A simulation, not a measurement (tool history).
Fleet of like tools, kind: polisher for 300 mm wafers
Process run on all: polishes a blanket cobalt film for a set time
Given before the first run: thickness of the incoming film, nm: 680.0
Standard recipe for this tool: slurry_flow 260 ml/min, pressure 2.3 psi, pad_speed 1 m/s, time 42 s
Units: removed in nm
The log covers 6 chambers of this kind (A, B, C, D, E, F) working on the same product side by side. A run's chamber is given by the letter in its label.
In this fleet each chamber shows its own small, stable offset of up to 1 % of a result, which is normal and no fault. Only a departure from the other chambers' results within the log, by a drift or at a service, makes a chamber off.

run	day	slurry_flow	pressure	pad_speed	time	wafers polished on this pad	hours since the slurry nozzle was cleaned	hours since the head pressure was calibrated	removed
# day 0.054: chamber F: worn pad replaced by a new one
1B	0.446	260	2.3	1	42	946	211	363.4	242.74
# day 0.579: chamber B: worn pad replaced by a new one
2D	0.846	260	2.3	1	42	812	414.8	56.6	238.82
# day 1.254: chamber A: worn pad replaced by a new one
3C	1.467	260	2.3	1	42	1420	278.4	1076.3	239.39
# day 1.654: chamber B: slurry nozzle cleaned
# day 1.662: chamber C: worn pad replaced by a new one
4F	1.983	260	2.3	1	42	472	716.2	952.8	239.84
# day 2.108: chamber D: slurry nozzle cleaned
5A	2.442	260	2.3	1	42	290	340.3	735.5	240.68
# day 2.504: chamber E: worn pad replaced by a new one
6E	2.975	260	2.3	1	42	115	122.9	1173.4	241.05
# day 3.175: chamber D: worn pad replaced by a new one
7C	3.583	260	2.3	1	42	471	329.2	1127.1	237.63
8A	3.938	260	2.6	1	42	657	376.2	771.4	271.75
9E	4.596	260	2.6	1	42	512	161.8	1212.3	273.4
10B	4.938	260	2.6	1	42	1067	78.8	471.2	267.45
# day 5.025: chamber C: head pressure recalibrated
# day 5.075: chamber B: worn pad replaced by a new one
11D	5.404	260	2.6	1	42	546	79.1	166	273.21
# day 5.446: chamber F: head pressure recalibrated
12F	5.721	260	2.6	1	42	1387	805.9	6.6	271.03
# day 5.733: chamber F: worn pad replaced by a new one
# day 5.825: chamber A: worn pad replaced by a new one
13C	6.088	260	2.6	1	42	1084	389.3	25.6	270.99
14D	6.429	210	2.3	1	42	797	103.7	190.6	235.16
15E	6.8	210	2.3	1	42	1051	214.7	1265.2	234.83
# day 6.808: chamber E: worn pad replaced by a new one
# day 7.346: chamber C: slurry nozzle cleaned
16B	7.379	210	2.3	1	42	565	137.4	529.8	233.44
# day 7.85: chamber C: worn pad replaced by a new one
# day 8: chamber E: head pressure recalibrated
17F	8.042	210	2.3	1	42	566	861.6	62.3	233.31
# day 8.392: chamber D: worn pad replaced by a new one
# day 8.417: chamber A: head pressure recalibrated
18A	8.488	210	2.3	1	42	652	485.4	1.8	231.98
# day 8.667: chamber B: worn pad replaced by a new one
# day 8.692: chamber F: slurry nozzle cleaned
19F	8.821	210	2.3	1	42	756	3.1	81	233.26
20D	9.442	260	2.3	1	42	257	176	262.9	242.26
21C	9.867	260	2.3	1	42	494	60.6	116.3	238.78
# day 10.238: chamber A: worn pad replaced by a new one
22A	10.446	190	2.3	0.78	42	51	532.4	48.8	181.05
23B	10.775	190	2.3	0.78	42	516	218.9	611.3	176.2
24E	11.075	190	2.3	0.78	42	1045	317.3	73.9	178.37
# day 11.154: chamber F: worn pad replaced by a new one
# day 11.383: chamber E: worn pad replaced by a new one
25E	11.542	190	2.3	0.78	42	39	328.5	85.1	177.82
26A	11.888	190	2.3	0.78	42	404	567	83.4	180.68
# day 12.192: chamber B: slurry nozzle cleaned
27C	12.267	190	2.3	0.78	42	1082	118.2	173.9	179.79
28D	12.771	260	2.3	1	42	1072	255.9	342.8	243.31
# day 12.896: chamber B: worn pad replaced by a new one
# day 12.992: chamber D: worn pad replaced by a new one
# day 13: chamber C: worn pad replaced by a new one
29F	13.433	260	2.3	1	42	559	113.8	191.7	242.41
30B	14.104	260	2.3	1	42	296	45.9	691.2	236.92
# day 14.6: chamber A: worn pad replaced by a new one
31C	14.729	260	2.3	1	42	423	177.3	233	238.89
# day 14.962: chamber E: worn pad replaced by a new one
32A	15.104	260	2.3	1	42	124	644.2	160.6	242.37
# day 15.208: chamber A: slurry nozzle cleaned
33D	15.562	260	2.3	1	53	630	322.9	409.8	302.98
# day 15.575: chamber B: head pressure recalibrated
34B	16.042	260	2.3	1	53	770	92.4	11.3	298.08
# day 16.538: chamber F: worn pad replaced by a new one
35E	16.667	260	2.3	1	53	417	451.5	208.1	304.65
# day 17.042: chamber B: worn pad replaced by a new one
# day 17.329: chamber D: worn pad replaced by a new one
36F	17.333	260	2.3	1	53	194	207.4	285.3	307.48
37C	17.721	260	2.3	1	53	1156	249.1	304.8	299.56
38D	18.338	260	2.3	1	53	247	389.5	476.4	307.77
39F	18.838	260	2.3	1	42	563	243.5	321.4	238.51
40A	19.212	260	2.3	1	42	1130	96.1	259.2	240.9
# day 19.638: chamber E: worn pad replaced by a new one
41E	19.858	340	2.3	1	47	54	528.1	284.7	277.54
# day 19.862: chamber E: slurry nozzle cleaned
# day 20.329: chamber B: slurry nozzle cleaned
42B	20.462	340	2.3	1	47	838	3.3	117.4	273
43E	20.983	340	2.3	1	47	330	26.9	311.7	277.85

Which is it: a chamber that has drifted or been left off by a service, a gauge drift common to all chambers, or only each chamber's usual small offset? If a chamber is off, name it and its likeliest cause.

The fleet is healthy, with each chamber sitting at its usual small offset and no drift in the gauge.
